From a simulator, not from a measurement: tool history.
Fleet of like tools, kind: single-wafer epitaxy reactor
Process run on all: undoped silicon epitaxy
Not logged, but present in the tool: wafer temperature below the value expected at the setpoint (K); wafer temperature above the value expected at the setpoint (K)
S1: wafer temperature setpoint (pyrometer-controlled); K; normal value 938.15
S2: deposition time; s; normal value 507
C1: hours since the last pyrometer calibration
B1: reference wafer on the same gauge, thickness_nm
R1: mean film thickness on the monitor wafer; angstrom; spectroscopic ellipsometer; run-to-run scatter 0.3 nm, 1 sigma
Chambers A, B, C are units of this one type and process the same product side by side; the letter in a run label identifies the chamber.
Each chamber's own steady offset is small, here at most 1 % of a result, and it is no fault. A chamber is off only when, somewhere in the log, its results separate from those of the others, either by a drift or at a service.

run	hour	S1	S2	C1	B1	R1
1B	2.1	938.15	507	833.3	111.98	1171.00
2C	4.9	938.15	507	1036.9	111.91	1176.00
3A	9.2	938.15	507	739.8	112.01	1188.10
4B	12.9	938.15	507	844.1	112.01	1171.00
5C	17.0	938.15	507	1049.0	111.98	1168.50
6A	19.9	938.15	507	750.5	112.03	1179.20
7A	22.3	938.15	507	752.9	111.97	1177.10
8C	26.5	938.15	507	1058.5	112.04	1171.40
9B	29.5	938.15	507	860.7	112.01	1160.70
10A	33.1	938.15	507	763.7	111.96	1185.20
11B	37.1	925.15	606	868.3	111.97	1054.30
12C	39.5	925.15	606	1071.5	112.00	1057.30
13A	43.2	925.15	606	773.8	112.00	1070.80
14B	45.7	928.15	549	876.9	111.98	1013.10
15C	48.2	928.15	549	1080.2	112.01	1024.00
16B	51.8	928.15	549	883.0	112.03	1005.60
17A	55.0	938.15	605	785.6	111.96	1413.90
18C	57.6	938.15	605	1089.6	111.96	1389.90
19A	59.7	938.15	605	790.3	111.95	1409.70
20C	63.1	938.15	507	1095.1	112.01	1173.00
21B	66.5	938.15	507	897.7	112.01	1144.60
22B	68.4	938.15	507	899.6	112.01	1141.40
23A	71.1	930.15	507	801.7	111.91	1001.90
24C	74.4	930.15	507	1106.4	112.07	986.87
25C	78.0	930.15	507	1110.0	111.96	986.73
26A	80.7	938.15	507	811.3	112.01	1188.10
27B	83.0	938.15	507	914.2	112.02	1136.10
28A	85.6	938.15	507	816.2	112.04	1179.00
29C	88.3	938.15	507	1120.3	112.01	1176.70
30B	92.3	938.15	507	923.5	111.97	1130.30
31C	94.9	938.15	507	1126.9	112.02	1169.90

All 3 chambers run these settings next. Forecast each chamber's results:
32A	98.0	938.15	507			?
32B	98.0	938.15	507			?
32C	98.0	938.15	507			?

run	R1
32A	1187.90
32B	1131.00
32C	1176.40
